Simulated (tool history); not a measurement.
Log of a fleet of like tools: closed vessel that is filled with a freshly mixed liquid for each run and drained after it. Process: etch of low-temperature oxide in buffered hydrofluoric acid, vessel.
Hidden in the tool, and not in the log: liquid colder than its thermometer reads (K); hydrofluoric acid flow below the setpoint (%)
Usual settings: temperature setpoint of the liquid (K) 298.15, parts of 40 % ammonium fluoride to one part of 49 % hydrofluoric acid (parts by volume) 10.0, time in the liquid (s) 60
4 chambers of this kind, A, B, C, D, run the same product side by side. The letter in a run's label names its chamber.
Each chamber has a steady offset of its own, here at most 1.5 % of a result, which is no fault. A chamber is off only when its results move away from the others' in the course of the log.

run,hour,temperature setpoint of the liquid (K),parts of 40 % ammonium fluoride to one part of 49 % hydrofluoric acid (parts by volume),time in the liquid (s),hours since the thermometer was replaced,hours since the hydrofluoric acid flow meter was replaced,"read-back film thickness of the low-temperature oxide reference wafer, read on the same gauge (nm)",thickness taken off the low-temperature oxide on a monitor wafer (Å)
1D,4.1,298.15,10.0,60,1285.4,1911.0,60.014,2331.7
2C,7.3,298.15,10.0,60,207.2,1774.8,60.008,2359.0
3B,9.7,298.15,10.0,60,966.4,1133.2,59.994,2316.3
4A,13.2,298.15,10.0,60,1076.1,255.1,59.992,2334.9
5B,17.3,298.15,7.5,80,974.0,1140.8,60.011,4000.5
6C,20.2,298.15,7.5,80,220.1,1787.7,60.001,4011.9
7A,22.6,298.15,7.5,80,1085.5,264.5,59.988,4086.3
8D,26.5,298.15,7.5,80,1307.8,1933.4,60.003,3975.6
9D,29.3,298.15,10.0,60,1310.6,1936.2,60.015,2340.2
10B,32.2,298.15,8.0,60,988.9,1155.7,59.982,2794.6
11A,36.1,298.15,8.0,60,1099.0,278.0,59.979,2863.6
12C,40.9,298.15,8.0,60,240.8,1808.4,60.011,2820.2
13B,45.4,298.15,8.0,60,1002.1,1168.9,59.984,2805.7
14D,47.9,298.15,10.0,60,1329.2,1954.8,60.020,2326.5
15C,50.9,298.15,10.0,60,250.8,1818.4,60.001,2336.6
16A,55.5,298.15,10.0,60,1118.4,297.4,59.987,2331.6
17B,58.8,298.15,7.5,30,1015.5,1182.3,60.002,1494.7
18A,61.3,298.15,7.5,30,1124.2,303.2,59.995,1541.6
19C,65.4,298.15,7.5,30,265.3,1832.9,59.997,1515.4
# hour 66.5: chamber B: hydrofluoric acid flow meter replaced
20D,68.7,298.15,7.5,30,1350.0,1975.6,59.972,1509.0
21B,73.5,298.15,10.0,60,1030.2,7.1,60.006,2327.7
22A,76.1,298.15,10.0,60,1139.0,318.0,59.986,2317.6
23C,80.5,298.15,10.0,60,280.4,1848.0,60.002,2355.7
# hour 81.3: chamber C: hydrofluoric acid flow meter replaced
24D,83.0,298.15,10.0,60,1364.3,1989.9,59.980,2333.9
25C,85.4,298.15,10.0,60,285.3,4.1,60.000,2347.6
26B,88.9,298.15,10.0,60,1045.6,22.5,59.991,2328.4
27A,93.0,298.15,10.0,60,1155.9,334.9,59.997,2375.3
28D,95.1,298.15,12.5,60,1376.4,2002.0,59.990,1877.2
29C,99.3,298.15,12.5,60,299.2,18.0,60.002,1900.6
30A,103.1,298.15,12.5,60,1166.0,345.0,59.985,1865.3
31B,106.3,298.15,12.5,60,1063.0,39.9,60.026,1846.8
32D,110.0,294.65,12.0,60,1391.3,2016.9,59.982,1592.6
33B,112.4,294.65,12.0,60,1069.1,46.0,60.012,1595.0
34A,115.1,294.65,12.0,60,1178.0,357.0,59.976,1594.1
35D,117.6,294.65,12.0,60,1398.9,2024.5,60.008,1630.8
36C,120.0,301.65,10.0,60,319.9,38.7,59.994,2844.6
37A,123.2,301.65,10.0,60,1186.1,365.1,60.012,2796.1
38D,126.5,301.65,10.0,60,1407.8,2033.4,60.012,2819.8
39B,130.0,301.65,10.0,60,1086.7,63.6,59.987,2779.4
40C,132.4,300.65,10.0,60,332.3,51.1,59.980,2703.0
41C,134.6,300.65,10.0,60,334.5,53.3,59.990,2676.7
42A,137.1,300.65,10.0,60,1200.0,379.0,59.983,2628.4
43B,139.5,300.65,10.0,60,1096.2,73.1,60.001,2626.3

What goes on in this fleet: one chamber off, a drifting gauge, or nothing beyond the chambers' own small offsets? Name the chamber and the cause, if any.

No chamber stands off beyond its own small offset, and the gauge holds steady.
